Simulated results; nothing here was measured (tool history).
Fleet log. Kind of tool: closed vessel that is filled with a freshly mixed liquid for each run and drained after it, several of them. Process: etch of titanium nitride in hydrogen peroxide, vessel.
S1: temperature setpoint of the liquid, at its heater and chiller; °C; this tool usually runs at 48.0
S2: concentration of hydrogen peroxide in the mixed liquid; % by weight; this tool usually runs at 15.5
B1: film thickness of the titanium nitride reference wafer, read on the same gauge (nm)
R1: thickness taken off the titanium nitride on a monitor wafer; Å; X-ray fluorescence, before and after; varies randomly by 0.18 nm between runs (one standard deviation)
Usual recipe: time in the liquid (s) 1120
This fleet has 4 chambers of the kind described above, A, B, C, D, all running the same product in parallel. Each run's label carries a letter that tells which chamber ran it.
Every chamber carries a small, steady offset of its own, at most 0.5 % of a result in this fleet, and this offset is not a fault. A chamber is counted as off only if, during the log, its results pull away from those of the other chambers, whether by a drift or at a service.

{"run": "1B", "hour": 12.1, "S1": 48.0, "S2": 15.5, "time in the liquid (s)": 1120, "B1": 70.0, "R1": 323.54}
{"run": "2A", "hour": 20.6, "S1": 48.0, "S2": 15.5, "time in the liquid (s)": 1120, "B1": 70.002, "R1": 324.23}
{"run": "3D", "hour": 30.4, "S1": 48.0, "S2": 15.5, "time in the liquid (s)": 1120, "B1": 69.983, "R1": 319.28}
{"hour": 32.8, "done": "chamber D: thermometer replaced"}
{"run": "4C", "hour": 35.8, "S1": 48.0, "S2": 15.5, "time in the liquid (s)": 1120, "B1": 69.971, "R1": 322.16}
{"run": "5D", "hour": 48.2, "S1": 48.0, "S2": 15.5, "time in the liquid (s)": 1120, "B1": 69.989, "R1": 324.72}
{"run": "6B", "hour": 57.3, "S1": 56.5, "S2": 15.5, "time in the liquid (s)": 1120, "B1": 69.981, "R1": 590.43}
{"run": "7C", "hour": 67.3, "S1": 56.5, "S2": 15.5, "time in the liquid (s)": 1120, "B1": 69.992, "R1": 594.7}
{"hour": 69.1, "done": "chamber C: thermometer replaced"}
{"run": "8A", "hour": 79.3, "S1": 56.5, "S2": 15.5, "time in the liquid (s)": 1120, "B1": 69.98, "R1": 586.9}
{"run": "9D", "hour": 91.4, "S1": 56.5, "S2": 15.5, "time in the liquid (s)": 1120, "B1": 70.012, "R1": 589.99}
{"run": "10B", "hour": 101.7, "S1": 48.0, "S2": 15.5, "time in the liquid (s)": 1120, "B1": 70.009, "R1": 319.62}
{"run": "11A", "hour": 107.5, "S1": 48.0, "S2": 15.5, "time in the liquid (s)": 1120, "B1": 69.986, "R1": 320.18}
{"run": "12C", "hour": 117.9, "S1": 48.0, "S2": 15.5, "time in the liquid (s)": 1120, "B1": 70.003, "R1": 318.82}
{"run": "13A", "hour": 126.4, "S1": 48.0, "S2": 15.5, "time in the liquid (s)": 1120, "B1": 69.988, "R1": 319.45}
{"run": "14B", "hour": 135.8, "S1": 48.0, "S2": 15.5, "time in the liquid (s)": 1120, "B1": 70.0, "R1": 318.49}
{"run": "15D", "hour": 141.6, "S1": 51.0, "S2": 15.5, "time in the liquid (s)": 835, "B1": 69.998, "R1": 297.57}
{"run": "16C", "hour": 147.3, "S1": 51.0, "S2": 15.5, "time in the liquid (s)": 835, "B1": 69.995, "R1": 299.38}
{"run": "17B", "hour": 152.9, "S1": 51.0, "S2": 15.5, "time in the liquid (s)": 835, "B1": 69.993, "R1": 298.54}
{"run": "18D", "hour": 163.7, "S1": 51.0, "S2": 15.5, "time in the liquid (s)": 835, "B1": 70.028, "R1": 299.19}
{"run": "19C", "hour": 174.9, "S1": 48.0, "S2": 19.0, "time in the liquid (s)": 1360, "B1": 70.012, "R1": 407.62}
{"run": "20A", "hour": 185.3, "S1": 48.0, "S2": 19.0, "time in the liquid (s)": 1360, "B1": 69.978, "R1": 401.24}
{"run": "21B", "hour": 190.8, "S1": 48.0, "S2": 19.0, "time in the liquid (s)": 1360, "B1": 70.02, "R1": 404.44}
{"run": "22C", "hour": 201.3, "S1": 48.0, "S2": 19.0, "time in the liquid (s)": 1360, "B1": 69.985, "R1": 409.76}
{"run": "23A", "hour": 207.3, "S1": 48.0, "S2": 15.5, "time in the liquid (s)": 1120, "B1": 69.962, "R1": 316.37}
{"run": "24D", "hour": 217.0, "S1": 48.0, "S2": 15.5, "time in the liquid (s)": 1120, "B1": 69.993, "R1": 321.05}
{"run": "25B", "hour": 225.9, "S1": 48.0, "S2": 15.5, "time in the liquid (s)": 1120, "B1": 70.006, "R1": 322.37}
{"run": "26A", "hour": 233.5, "S1": 48.0, "S2": 15.5, "time in the liquid (s)": 1120, "B1": 69.985, "R1": 307.46}
{"run": "27C", "hour": 243.7, "S1": 48.0, "S2": 15.5, "time in the liquid (s)": 1120, "B1": 69.996, "R1": 318.51}
{"hour": 243.8, "done": "chamber D: peroxide flow meter replaced"}
{"run": "28D", "hour": 253.9, "S1": 48.0, "S2": 15.5, "time in the liquid (s)": 1120, "B1": 69.979, "R1": 323.32}
{"run": "29A", "hour": 265.7, "S1": 48.0, "S2": 15.5, "time in the liquid (s)": 1120, "B1": 69.989, "R1": 308.88}
{"run": "30B", "hour": 271.5, "S1": 43.0, "S2": 15.5, "time in the liquid (s)": 1555, "B1": 69.984, "R1": 308.76}
{"run": "31C", "hour": 281.4, "S1": 43.0, "S2": 15.5, "time in the liquid (s)": 1555, "B1": 69.988, "R1": 307.13}
{"run": "32D", "hour": 289.5, "S1": 43.0, "S2": 15.5, "time in the liquid (s)": 1555, "B1": 70.003, "R1": 302.74}
{"run": "33A", "hour": 296.3, "S1": 43.0, "S2": 15.5, "time in the liquid (s)": 1555, "B1": 69.986, "R1": 294.57}
{"run": "34B", "hour": 303.7, "S1": 48.0, "S2": 15.5, "time in the liquid (s)": 1120, "B1": 69.989, "R1": 321.5}
{"run": "35D", "hour": 313.2, "S1": 48.0, "S2": 15.5, "time in the liquid (s)": 1120, "B1": 70.021, "R1": 324.29}
{"run": "36C", "hour": 319.3, "S1": 48.0, "S2": 15.5, "time in the liquid (s)": 1120, "B1": 69.993, "R1": 322.0}
{"run": "37C", "hour": 328.0, "S1": 48.0, "S2": 15.5, "time in the liquid (s)": 1120, "B1": 70.008, "R1": 322.93}
{"run": "38D", "hour": 339.4, "S1": 48.0, "S2": 15.5, "time in the liquid (s)": 1120, "B1": 70.006, "R1": 322.95}
{"run": "39A", "hour": 345.3, "S1": 48.0, "S2": 15.5, "time in the liquid (s)": 1120, "B1": 70.017, "R1": 300.03}
{"run": "40B", "hour": 354.0, "S1": 48.0, "S2": 15.5, "time in the liquid (s)": 1120, "B1": 70.0, "R1": 322.09}
{"run": "41C", "hour": 360.1, "S1": 48.0, "S2": 15.5, "time in the liquid (s)": 1120, "B1": 69.989, "R1": 322.43}
{"run": "42D", "hour": 368.2, "S1": 48.0, "S2": 15.5, "time in the liquid (s)": 1120, "B1": 70.04, "R1": 321.59}

Decide between three cases: one chamber stands off from its peers, the gauge reading all wafers drifts, or nothing is wrong past each chamber's small offset. Where a chamber is off, say which and what most likely put it there.

One chamber, A, drifts off from the rest bit by bit.
What lies behind it: liquid colder than its thermometer reads (K) = 1.03.

Chamber A could run next with any of the 4 candidate recipes listed below; each alters the usual settings, and their results appear as question marks. Which one brings its results back in line with what the other chambers deliver on the usual settings?
Counts as in line when no further than this from what the other chambers average on the usual settings: R1 6.50 Å
{"run": "43A-1", "hour": 377.1, "S1": 49.0, "S2": 15.5, "time in the liquid (s)": 1175, "R1": "?"}
{"run": "43A-2", "hour": 377.1, "S1": 47.0, "S2": 15.5, "time in the liquid (s)": 1120, "R1": "?"}
{"run": "43A-3", "hour": 377.1, "S1": 47.0, "S2": 15.5, "time in the liquid (s)": 1065, "R1": "?"}
{"run": "43A-4", "hour": 377.1, "S1": 48.5, "S2": 15.5, "time in the liquid (s)": 1150, "R1": "?"}

Other chambers, usual settings, mean: R1 321.31 Å
run=43A-1 R1=337.56
run=43A-2 R1=277.51
run=43A-3 R1=263.88
run=43A-4 R1=318.50
It is 43A-4 that realigns the chamber with its peers.
